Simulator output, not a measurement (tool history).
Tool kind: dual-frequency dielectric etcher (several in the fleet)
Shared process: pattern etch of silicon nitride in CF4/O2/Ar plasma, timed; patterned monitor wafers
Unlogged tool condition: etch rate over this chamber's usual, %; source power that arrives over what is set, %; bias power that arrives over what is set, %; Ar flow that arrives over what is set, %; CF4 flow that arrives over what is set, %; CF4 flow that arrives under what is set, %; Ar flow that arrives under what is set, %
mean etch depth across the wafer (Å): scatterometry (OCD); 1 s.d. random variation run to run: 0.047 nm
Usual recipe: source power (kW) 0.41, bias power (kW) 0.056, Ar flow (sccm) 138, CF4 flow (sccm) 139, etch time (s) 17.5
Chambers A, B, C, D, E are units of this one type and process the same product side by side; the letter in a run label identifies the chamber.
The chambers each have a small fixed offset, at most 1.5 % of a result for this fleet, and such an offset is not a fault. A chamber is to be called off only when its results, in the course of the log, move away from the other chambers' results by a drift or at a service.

run,day,source power (kW),bias power (kW),Ar flow (sccm),CF4 flow (sccm),etch time (s),hours since the last wet clean,hours since the last source power generator calibration,hours since the last bias power generator calibration,hours since the last Ar flow controller change,hours since the last CF4 flow controller change,"read-back reference wafer on the same gauge, depth_nm",mean etch depth across the wafer (Å)
# day 0.021: chamber D: Ar flow controller replaced
1C,0.338,0.41,0.056,138,139,17.5,126.7,1479.7,76.9,1383.8,4341.2,31.695,294.94
2A,0.683,0.41,0.056,138,139,17.5,111.1,1449.1,2200.8,1626.8,756.4,31.719,292.53
3D,0.917,0.41,0.056,138,139,17.5,368.3,1608.9,1821.6,21.5,640.3,31.714,289.36
# day 0.971: chamber B: wet clean of the chamber
4B,1.117,0.41,0.056,138,139,17.5,3.6,2898.9,868.5,220.2,864.1,31.735,295.16
5E,1.45,0.41,0.044,138,139,17.5,127.9,1432.7,3475.5,607.8,180.6,31.723,268.84
6C,1.675,0.41,0.044,138,139,17.5,158.8,1511.8,109,1415.9,4373.3,31.733,268.74
7D,2.012,0.41,0.044,138,139,17.5,394.6,1635.2,1847.9,47.8,666.6,31.741,265.32
8B,2.208,0.41,0.044,138,139,17.5,29.8,2925.1,894.7,246.4,890.3,31.729,270.96
9A,2.538,0.41,0.044,138,139,17.5,155.6,1493.6,2245.3,1671.3,800.9,31.747,266.63
10E,2.742,0.41,0.056,138,139,17.5,158.9,1463.7,3506.5,638.8,211.6,31.756,294.09
11A,2.983,0.41,0.056,112,139,20,166.3,1504.3,2256,1682,811.6,31.767,341.29
12C,3.208,0.41,0.056,112,139,20,195.6,1548.6,145.8,1452.7,4410.1,31.775,343.88
13B,3.446,0.41,0.056,112,139,20,59.5,2954.8,924.4,276.1,920,31.772,346.06
14E,3.617,0.41,0.056,112,139,20,179.9,1484.7,3527.5,659.8,232.6,31.78,344.04
15D,3.796,0.41,0.056,112,139,20,437.4,1678,1890.7,90.6,709.4,31.777,340.33
16C,4.058,0.41,0.056,138,139,17.5,216,1569,166.2,1473.1,4430.5,31.778,295.04
17D,4.308,0.41,0.056,138,139,17.5,449.7,1690.3,1903,102.9,721.7,31.798,291.15
18B,4.533,0.41,0.056,138,139,17.5,85.6,2980.9,950.5,302.2,946.1,31.8,296.7
19A,4.867,0.41,0.056,138,139,17.5,211.5,1549.5,2301.2,1727.2,856.8,31.808,293.94
20E,5.154,0.41,0.056,138,139,17.5,216.8,1521.6,3564.4,696.7,269.5,31.813,294.66
21B,5.408,0.41,0.056,138,139,17.5,106.6,3001.9,971.5,323.2,967.1,31.798,296.98
# day 5.588: chamber C: CF4 flow controller replaced
22E,5.704,0.36,0.056,138,139,17.5,230,1534.8,3577.6,709.9,282.7,31.811,263.59
23D,6.008,0.36,0.056,138,139,17.5,490.5,1731.1,1943.8,143.7,762.5,31.839,260.86
24C,6.371,0.36,0.056,138,139,17.5,271.5,1624.5,221.7,1528.6,18.8,31.829,263.61
25A,6.596,0.36,0.056,138,139,17.5,253,1591,2342.7,1768.7,898.3,31.834,262.25
26A,6.892,0.36,0.056,138,139,17.5,260.1,1598.1,2349.8,1775.8,905.4,31.833,261.97
# day 7.129: chamber D: wet clean of the chamber
27C,7.146,0.41,0.056,138,139,17.5,290.1,1643.1,240.3,1547.2,37.4,31.833,294.95
# day 7.25: chamber E: bias power generator calibrated
28E,7.488,0.41,0.056,138,139,17.5,272.8,1577.6,5.7,752.7,325.5,31.856,294.16
29B,7.758,0.41,0.056,138,139,17.5,163,3058.3,1027.9,379.6,1023.5,31.875,296.25
30D,7.946,0.36,0.056,138,139,20,19.6,1777.6,1990.3,190.2,809,31.869,298.67
31A,8.2,0.36,0.056,138,139,20,291.5,1629.5,2381.2,1807.2,936.8,31.879,299.74
32D,8.542,0.36,0.056,138,139,20,33.9,1791.9,2004.6,204.5,823.3,31.875,298.16
33C,8.758,0.36,0.056,138,139,20,328.8,1681.8,279,1585.9,76.1,31.889,301.62
34B,9.121,0.36,0.056,138,139,20,195.7,3091,1060.6,412.3,1056.2,31.906,302.76
35E,9.404,0.41,0.056,138,139,17.5,318.8,1623.6,51.7,798.7,371.5,31.896,295.24
36C,9.562,0.41,0.056,138,139,17.5,348.1,1701.1,298.3,1605.2,95.4,31.884,295.6
37D,9.742,0.41,0.056,138,139,17.5,62.7,1820.7,2033.4,233.3,852.1,31.912,291.08

Has any chamber moved away from the others, gradually or after a service, or does the common gauge drift, or do the chambers differ only by their own small steady offsets? State the chamber and the most likely cause if one applies.

Gauge drift. The chambers move together only on paper, and none stands off.
Likeliest cause: gauge reads high (%) = 0.665.
